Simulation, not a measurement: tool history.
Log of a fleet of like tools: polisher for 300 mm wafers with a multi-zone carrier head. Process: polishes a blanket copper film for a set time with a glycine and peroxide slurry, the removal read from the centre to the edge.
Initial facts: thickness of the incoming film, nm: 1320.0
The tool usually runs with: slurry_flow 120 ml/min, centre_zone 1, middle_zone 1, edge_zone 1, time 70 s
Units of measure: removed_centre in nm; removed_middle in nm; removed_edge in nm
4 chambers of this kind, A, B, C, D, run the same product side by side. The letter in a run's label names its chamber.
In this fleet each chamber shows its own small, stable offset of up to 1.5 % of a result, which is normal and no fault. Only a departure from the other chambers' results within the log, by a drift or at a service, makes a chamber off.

run,day,slurry_flow,centre_zone,middle_zone,edge_zone,time,removed_centre,removed_middle,removed_edge
1A,0.396,120,1,1,1,70,411.23,413.42,414.5
2B,0.679,120,1,1,1,70,417.19,416.4,419.54
3D,0.912,120,1,1,1,70,413.76,424.8,421.42
4C,1.125,120,1,1,1,70,418.88,414.48,417.99
5B,1.412,120,1,1,1,70,411.67,414.59,420.5
6D,1.725,120,1,0.89,1,62,364.98,338.1,372.48
# day 1.817: chamber B: worn pad replaced by a new one
# day 1.842: chamber A: worn pad replaced by a new one
7C,2.125,120,1,0.89,1,62,363.74,327.62,369.82
8A,2.308,120,1,0.89,1,62,367.57,327.69,374.43
# day 2.521: chamber D: slurry nozzle cleaned
9B,2.608,120,1,0.89,1,62,364.56,337.12,373.05
10A,2.992,120,1,1,1,70,419.95,409.44,411.52
# day 3.121: chamber D: worn pad replaced by a new one
11C,3.392,120,1,1,1,70,419.53,408.92,419.32
# day 3.762: chamber C: worn pad replaced by a new one
12D,3.771,120,1,1,1.05,70,405.2,421.78,425.37
13D,4.146,120,1,1,1.05,70,407.67,422.72,432.6
14B,4.454,120,1,1,1.05,70,420.45,413.24,431.05
15A,4.708,120,1,1,1.05,70,413.17,403.33,428.13
16C,5.104,120,1,1,1,70,415.76,417.54,418.12
# day 5.175: chamber A: worn pad replaced by a new one
# day 5.404: chamber C: centre zone pressure recalibrated
17C,5.408,120,1,1,1,70,369.07,424.15,420.13
# day 5.433: chamber A: edge zone pressure recalibrated
18B,5.646,120,1,1,1,70,419.87,417.29,414.28
19D,5.992,120,1,1,1,70,410.53,426.76,422.53
20A,6.346,120,1.09,1,1,61,401.41,367.56,362.22
21A,6.75,120,1.09,1,1,61,398.21,369.67,366.34
# day 6.862: chamber B: worn pad replaced by a new one
22D,7.146,120,1.09,1,1,61,394.65,369.37,372.68
# day 7.204: chamber B: edge zone pressure recalibrated
23C,7.338,120,1.09,1,1,61,358.21,360.81,365.69
24B,7.642,120,1,1,1,70,412.05,431.8,425.66
25B,7.846,120,1,1,1,70,418.8,424.15,418.34
# day 7.983: chamber C: worn pad replaced by a new one
26D,8.258,120,1,1,1,70,416.93,430.74,416.35
27C,8.579,120,1,1,1,70,368.44,423.55,418.02
# day 8.658: chamber A: worn pad replaced by a new one
28A,8.9,120,1,1,0.95,70,418.62,428.05,407.58
# day 9.225: chamber D: centre zone pressure recalibrated
29B,9.271,120,1,1,0.95,70,412.02,409.98,397.39
30A,9.488,120,1,1,0.95,70,416.9,415.36,403.15
31C,9.704,120,1,1,0.95,70,354.41,414.09,404.3
32D,9.892,120,1,1,1,70,414.91,415.2,417.53
# day 10.071: chamber C: slurry nozzle cleaned
33C,10.167,120,1,1,1,70,368.8,413.99,420.79
34D,10.471,120,1,1,1,70,420.93,419.92,418.34

All chambers now run identical settings, listed one chamber a line with results as question marks. What results will each chamber show?
35A,10.767,145,1,1,1,70,?,?,?
35B,10.767,145,1,1,1,70,?,?,?
35C,10.767,145,1,1,1,70,?,?,?
35D,10.767,145,1,1,1,70,?,?,?

run,removed_centre,removed_middle,removed_edge
35A,431.01,430.1,424.07
35B,434.15,441.93,435.12
35C,389.5,434.54,437.86
35D,430.08,449.62,428.79

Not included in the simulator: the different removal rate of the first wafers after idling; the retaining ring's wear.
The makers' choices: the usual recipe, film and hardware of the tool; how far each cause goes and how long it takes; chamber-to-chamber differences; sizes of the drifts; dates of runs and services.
